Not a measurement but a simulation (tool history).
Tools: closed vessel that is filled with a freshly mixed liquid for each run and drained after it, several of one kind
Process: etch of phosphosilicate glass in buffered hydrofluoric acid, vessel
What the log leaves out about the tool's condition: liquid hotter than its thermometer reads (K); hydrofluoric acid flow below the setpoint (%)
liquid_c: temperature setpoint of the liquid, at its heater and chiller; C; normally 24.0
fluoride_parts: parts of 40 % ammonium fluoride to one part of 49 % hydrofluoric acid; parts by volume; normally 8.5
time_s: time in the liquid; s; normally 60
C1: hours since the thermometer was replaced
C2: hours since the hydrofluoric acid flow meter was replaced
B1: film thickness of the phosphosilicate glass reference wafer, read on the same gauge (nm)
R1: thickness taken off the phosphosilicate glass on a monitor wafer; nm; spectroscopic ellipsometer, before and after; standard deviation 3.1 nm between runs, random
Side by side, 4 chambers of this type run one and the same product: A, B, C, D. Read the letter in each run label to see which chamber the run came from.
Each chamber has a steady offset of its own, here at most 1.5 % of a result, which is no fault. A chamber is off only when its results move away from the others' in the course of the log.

run 1A hour=14.9 | liquid_c=24.0 fluoride_parts=8.5 time_s=60 | C1=343.8 C2=597.4 | B1=100.010 | R1=459.42
run 2D hour=23.2 | liquid_c=24.0 fluoride_parts=8.5 time_s=60 | C1=329.4 C2=272.4 | B1=100.000 | R1=457.72
run 3C hour=31.4 | liquid_c=24.0 fluoride_parts=8.5 time_s=60 | C1=73.0 C2=150.3 | B1=100.030 | R1=452.46
run 4B hour=42.0 | liquid_c=24.0 fluoride_parts=8.5 time_s=60 | C1=1426.2 C2=374.3 | B1=100.000 | R1=452.40
run 5A hour=56.2 | liquid_c=20.0 fluoride_parts=8.5 time_s=60 | C1=385.1 C2=638.7 | B1=99.975 | R1=369.02
run 6B hour=65.5 | liquid_c=20.0 fluoride_parts=8.5 time_s=60 | C1=1449.7 C2=397.8 | B1=99.983 | R1=362.73
run 7D hour=74.8 | liquid_c=20.0 fluoride_parts=8.5 time_s=60 | C1=381.0 C2=324.0 | B1=99.983 | R1=366.03
run 8C hour=87.9 | liquid_c=20.0 fluoride_parts=8.5 time_s=60 | C1=129.5 C2=206.8 | B1=99.979 | R1=368.62
run 9A hour=101.1 | liquid_c=24.0 fluoride_parts=8.5 time_s=60 | C1=430.0 C2=683.6 | B1=100.010 | R1=466.17
run 10C hour=111.5 | liquid_c=24.0 fluoride_parts=8.5 time_s=60 | C1=153.1 C2=230.4 | B1=99.980 | R1=458.42
run 11B hour=122.9 | liquid_c=24.0 fluoride_parts=8.5 time_s=60 | C1=1507.1 C2=455.2 | B1=100.010 | R1=453.25
run 12D hour=130.5 | liquid_c=24.0 fluoride_parts=8.5 time_s=60 | C1=436.7 C2=379.7 | B1=99.984 | R1=454.92
run 13D hour=139.0 | liquid_c=24.0 fluoride_parts=8.5 time_s=60 | C1=445.2 C2=388.2 | B1=99.985 | R1=454.92
run 14B hour=147.3 | liquid_c=24.0 fluoride_parts=8.5 time_s=60 | C1=1531.5 C2=479.6 | B1=100.030 | R1=453.53
run 15A hour=161.7 | liquid_c=24.0 fluoride_parts=8.5 time_s=60 | C1=490.6 C2=744.2 | B1=99.999 | R1=472.95
run 16C hour=168.7 | liquid_c=21.0 fluoride_parts=6.0 time_s=60 | C1=210.3 C2=287.6 | B1=99.976 | R1=543.97
run 17D hour=184.2 | liquid_c=21.0 fluoride_parts=6.0 time_s=60 | C1=490.4 C2=433.4 | B1=99.967 | R1=543.58
run 18A hour=192.0 | liquid_c=21.0 fluoride_parts=6.0 time_s=60 | C1=520.9 C2=774.5 | B1=99.971 | R1=570.79
run 19C hour=199.9 | liquid_c=21.0 fluoride_parts=6.0 time_s=60 | C1=241.5 C2=318.8 | B1=100.000 | R1=543.36
run 20B hour=208.2 | liquid_c=24.0 fluoride_parts=8.5 time_s=60 | C1=1592.4 C2=540.5 | B1=99.998 | R1=447.81
run 21B hour=223.1 | liquid_c=24.0 fluoride_parts=8.5 time_s=60 | C1=1607.3 C2=555.4 | B1=99.982 | R1=453.81
run 22C hour=231.3 | liquid_c=24.0 fluoride_parts=8.5 time_s=60 | C1=272.9 C2=350.2 | B1=100.010 | R1=457.71
run 23D hour=239.7 | liquid_c=24.0 fluoride_parts=8.5 time_s=60 | C1=545.9 C2=488.9 | B1=100.040 | R1=454.19
run 24A hour=249.5 | liquid_c=24.0 fluoride_parts=8.5 time_s=60 | C1=578.4 C2=832.0 | B1=100.030 | R1=478.20
run 25A hour=264.9 | liquid_c=28.0 fluoride_parts=7.0 time_s=60 | C1=593.8 C2=847.4 | B1=100.020 | R1=744.02
run 26D hour=272.1 | liquid_c=28.0 fluoride_parts=7.0 time_s=60 | C1=578.3 C2=521.3 | B1=100.020 | R1=697.11
run 27B hour=279.4 | liquid_c=28.0 fluoride_parts=7.0 time_s=60 | C1=1663.6 C2=611.7 | B1=99.959 | R1=696.89
run 28C hour=288.5 | liquid_c=28.0 fluoride_parts=7.0 time_s=60 | C1=330.1 C2=407.4 | B1=100.010 | R1=703.70
run 29A hour=296.1 | liquid_c=27.0 fluoride_parts=8.5 time_s=80 | C1=625.0 C2=878.6 | B1=99.991 | R1=765.83
run 30B hour=310.9 | liquid_c=27.0 fluoride_parts=8.5 time_s=80 | C1=1695.1 C2=643.2 | B1=100.020 | R1=702.89
run 31D hour=322.5 | liquid_c=27.0 fluoride_parts=8.5 time_s=80 | C1=628.7 C2=571.7 | B1=99.995 | R1=710.15
run 32C hour=329.6 | liquid_c=27.0 fluoride_parts=8.5 time_s=80 | C1=371.2 C2=448.5 | B1=100.010 | R1=714.17
run 33C hour=343.6 | liquid_c=19.5 fluoride_parts=8.5 time_s=90 | C1=385.2 C2=462.5 | B1=99.998 | R1=534.45
run 34B hour=354.2 | liquid_c=19.5 fluoride_parts=8.5 time_s=90 | C1=1738.4 C2=686.5 | B1=100.020 | R1=527.92
run 35D hour=361.6 | liquid_c=19.5 fluoride_parts=8.5 time_s=90 | C1=667.8 C2=610.8 | B1=100.020 | R1=532.57
run 36A hour=372.6 | liquid_c=19.5 fluoride_parts=8.5 time_s=90 | C1=701.5 C2=955.1 | B1=99.979 | R1=584.82
run 37A hour=381.3 | liquid_c=24.0 fluoride_parts=8.5 time_s=60 | C1=710.2 C2=963.8 | B1=100.010 | R1=503.30
run 38B hour=393.9 | liquid_c=24.0 fluoride_parts=8.5 time_s=60 | C1=1778.1 C2=726.2 | B1=100.000 | R1=456.78
run 39D hour=407.4 | liquid_c=24.0 fluoride_parts=8.5 time_s=60 | C1=713.6 C2=656.6 | B1=100.010 | R1=453.66
run 40C hour=421.5 | liquid_c=24.0 fluoride_parts=8.5 time_s=60 | C1=463.1 C2=540.4 | B1=99.996 | R1=452.36

Is one chamber out of step, is the gauge drifting, or do the chambers differ by no more than their own small offsets? For an off chamber, give its letter and the likeliest cause.

Chamber A drifts away from the others.
Likeliest cause: liquid hotter than its thermometer reads (K) = 1.81.
The log might look much the same if the cause were instead: hydrofluoric acid flow above the setpoint (%).

Below are 4 candidate recipes for chamber A's next run, each the usual settings with a change, their results shown as question marks. Which of them brings A's results back in line with what the other chambers give on the usual settings?
Allowed miss from the other chambers' usual-settings mean, per result, to count as in line: R1 11.00 nm
run 41A-1 hour=432.7 | liquid_c=26.0 fluoride_parts=8.5 time_s=60 | R1=?
run 41A-2 hour=432.7 | liquid_c=23.5 fluoride_parts=8.5 time_s=55 | R1=?
run 41A-3 hour=432.7 | liquid_c=27.5 fluoride_parts=8.5 time_s=60 | R1=?
run 41A-4 hour=432.7 | liquid_c=20.5 fluoride_parts=8.5 time_s=60 | R1=?

Usual-settings mean across the other chambers: R1 455.21 nm
run=41A-1 R1=560.48
run=41A-2 R1=449.84
run=41A-3 R1=606.44
run=41A-4 R1=417.34
41A-2 is the one that brings the chamber's results back in line with the other chambers.
